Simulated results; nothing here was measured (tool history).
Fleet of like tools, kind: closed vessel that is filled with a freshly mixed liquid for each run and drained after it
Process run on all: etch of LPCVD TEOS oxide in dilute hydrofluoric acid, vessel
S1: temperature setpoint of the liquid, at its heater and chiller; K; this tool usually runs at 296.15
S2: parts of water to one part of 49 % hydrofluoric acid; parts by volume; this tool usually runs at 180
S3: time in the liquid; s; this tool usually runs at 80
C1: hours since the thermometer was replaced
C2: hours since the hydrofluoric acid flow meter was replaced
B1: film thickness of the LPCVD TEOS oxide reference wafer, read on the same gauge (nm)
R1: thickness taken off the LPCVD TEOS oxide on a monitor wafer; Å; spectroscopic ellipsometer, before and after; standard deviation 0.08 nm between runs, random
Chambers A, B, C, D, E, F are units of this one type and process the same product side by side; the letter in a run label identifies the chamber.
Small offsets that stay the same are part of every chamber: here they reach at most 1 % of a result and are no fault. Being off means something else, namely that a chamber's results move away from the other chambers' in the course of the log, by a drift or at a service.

run 1C day=0.262 | S1=296.15 S2=180 S3=80 | C1=942.2 C2=531.6 | B1=139.97 | R1=170.810
run 2F day=0.483 | S1=296.15 S2=180 S3=80 | C1=858.6 C2=270.4 | B1=140.02 | R1=172.240
run 3D day=0.654 | S1=296.15 S2=180 S3=80 | C1=1006.1 C2=522.6 | B1=139.99 | R1=173.140
run 4B day=0.988 | S1=296.15 S2=180 S3=80 | C1=199.0 C2=1514.5 | B1=140.02 | R1=172.720
run 5E day=1.317 | S1=296.15 S2=180 S3=80 | C1=533.5 C2=1148.3 | B1=139.95 | R1=173.370
run 6A day=1.608 | S1=296.15 S2=180 S3=80 | C1=917.9 C2=69.4 | B1=140.01 | R1=173.160
run 7D day=1.858 | S1=296.15 S2=180 S3=80 | C1=1035.0 C2=551.5 | B1=139.98 | R1=172.510
run 8E day=2.092 | S1=296.15 S2=180 S3=80 | C1=552.1 C2=1166.9 | B1=139.99 | R1=173.010
run 9C day=2.250 | S1=296.15 S2=180 S3=80 | C1=989.9 C2=579.3 | B1=139.97 | R1=170.680
run 10B day=2.408 | S1=296.15 S2=180 S3=80 | C1=233.1 C2=1548.6 | B1=139.99 | R1=171.680
run 11F day=2.721 | S1=296.15 S2=180 S3=80 | C1=912.3 C2=324.1 | B1=140.02 | R1=173.570
run 12A day=2.867 | S1=296.15 S2=180 S3=80 | C1=948.1 C2=99.6 | B1=140.00 | R1=171.730
run 13B day=3.146 | S1=296.15 S2=180 S3=80 | C1=250.8 C2=1566.3 | B1=140.01 | R1=171.650
run 14F day=3.308 | S1=296.15 S2=180 S3=80 | C1=926.4 C2=338.2 | B1=140.00 | R1=172.680
run 15C day=3.562 | S1=296.15 S2=180 S3=80 | C1=1021.4 C2=610.8 | B1=140.00 | R1=170.840
run 16E day=3.750 | S1=296.15 S2=180 S3=80 | C1=591.9 C2=1206.7 | B1=140.01 | R1=172.900
run 17D day=3.954 | S1=296.15 S2=180 S3=80 | C1=1085.3 C2=601.8 | B1=139.98 | R1=174.000
run 18A day=4.108 | S1=296.15 S2=180 S3=80 | C1=977.9 C2=129.4 | B1=140.00 | R1=172.320
run 19F day=4.350 | S1=296.15 S2=180 S3=80 | C1=951.4 C2=363.2 | B1=140.04 | R1=174.050
run 20D day=4.592 | S1=296.15 S2=180 S3=80 | C1=1100.6 C2=617.1 | B1=140.01 | R1=172.840
run 21A day=4.771 | S1=296.15 S2=180 S3=80 | C1=993.8 C2=145.3 | B1=140.00 | R1=172.970
run 22B day=4.942 | S1=299.15 S2=180 S3=45 | C1=293.9 C2=1609.4 | B1=140.01 | R1=108.450
run 23C day=5.196 | S1=299.15 S2=180 S3=45 | C1=1060.6 C2=650.0 | B1=140.03 | R1=107.770
run 24E day=5.417 | S1=299.15 S2=180 S3=45 | C1=631.9 C2=1246.7 | B1=139.99 | R1=108.230
run 25E day=5.671 | S1=299.15 S2=180 S3=45 | C1=638.0 C2=1252.8 | B1=139.97 | R1=108.150
run 26B day=5.912 | S1=299.15 S2=180 S3=45 | C1=317.2 C2=1632.7 | B1=140.01 | R1=107.590
run 27F day=6.242 | S1=299.15 S2=180 S3=45 | C1=996.8 C2=408.6 | B1=140.01 | R1=109.310
run 28A day=6.483 | S1=296.15 S2=180 S3=80 | C1=1034.9 C2=186.4 | B1=140.01 | R1=172.010
run 29C day=6.692 | S1=296.15 S2=180 S3=80 | C1=1096.5 C2=685.9 | B1=140.01 | R1=174.890
run 30D day=6.896 | S1=296.15 S2=180 S3=80 | C1=1155.9 C2=672.4 | B1=140.01 | R1=174.160
run 31F day=7.225 | S1=296.15 S2=180 S3=80 | C1=1020.4 C2=432.2 | B1=140.00 | R1=172.390
-- day=7.321 chamber B: hydrofluoric acid flow meter replaced
run 32E day=7.450 | S1=296.15 S2=180 S3=80 | C1=680.7 C2=1295.5 | B1=139.99 | R1=171.940
run 33B day=7.650 | S1=296.15 S2=180 S3=45 | C1=358.9 C2=8.0 | B1=140.00 | R1=96.466
run 34C day=7.975 | S1=296.15 S2=180 S3=45 | C1=1127.3 C2=716.7 | B1=140.00 | R1=98.914
run 35A day=8.179 | S1=296.15 S2=180 S3=45 | C1=1075.6 C2=227.1 | B1=140.00 | R1=97.428
run 36D day=8.433 | S1=296.15 S2=180 S3=45 | C1=1192.8 C2=709.3 | B1=140.02 | R1=97.674
run 37A day=8.742 | S1=296.15 S2=180 S3=45 | C1=1089.1 C2=240.6 | B1=139.99 | R1=97.021
run 38C day=8.950 | S1=296.15 S2=180 S3=45 | C1=1150.7 C2=740.1 | B1=140.00 | R1=99.718
run 39E day=9.129 | S1=296.15 S2=180 S3=80 | C1=721.0 C2=1335.8 | B1=139.99 | R1=171.970
run 40F day=9.433 | S1=296.15 S2=180 S3=80 | C1=1073.4 C2=485.2 | B1=139.99 | R1=172.870
run 41B day=9.667 | S1=296.15 S2=180 S3=80 | C1=407.3 C2=56.4 | B1=140.03 | R1=172.070
run 42D day=9.971 | S1=300.65 S2=180 S3=120 | C1=1229.7 C2=746.2 | B1=140.02 | R1=307.160
run 43F day=10.167 | S1=300.65 S2=180 S3=120 | C1=1091.0 C2=502.8 | B1=140.00 | R1=308.520
run 44B day=10.400 | S1=300.65 S2=180 S3=120 | C1=424.9 C2=74.0 | B1=140.01 | R1=301.840

One chamber off, gauge drift, or nothing amiss beyond the chambers' own small offsets? If it is a chamber, which one, and what is the likeliest cause?

Little by little, chamber C moves away from the other chambers.
What lies behind it: hydrofluoric acid flow above the setpoint (%) = 4.97.
The log might look much the same if the cause were instead: liquid hotter than its thermometer reads (K).

Chamber C could run next with any of the 4 candidate recipes listed below; each alters the usual settings, and their results appear as question marks. Which one brings its results back in line with what the other chambers deliver on the usual settings?
To be in line, a result may differ from the other chambers' mean on the usual settings by at most: R1 2.800 Å
run 45C-1 day=10.646 | S1=296.65 S2=180 S3=80 | R1=?
run 45C-2 day=10.646 | S1=297.15 S2=180 S3=80 | R1=?
run 45C-3 day=10.646 | S1=295.65 S2=180 S3=80 | R1=?
run 45C-4 day=10.646 | S1=295.15 S2=180 S3=80 | R1=?

What the other chambers average on the usual settings: R1 172.730 Å
run=45C-1 R1=184.110
run=45C-2 R1=187.620
run=45C-3 R1=177.160
run=45C-4 R1=173.720
Change 45C-4 lands the chamber within the allowed miss of the other chambers.
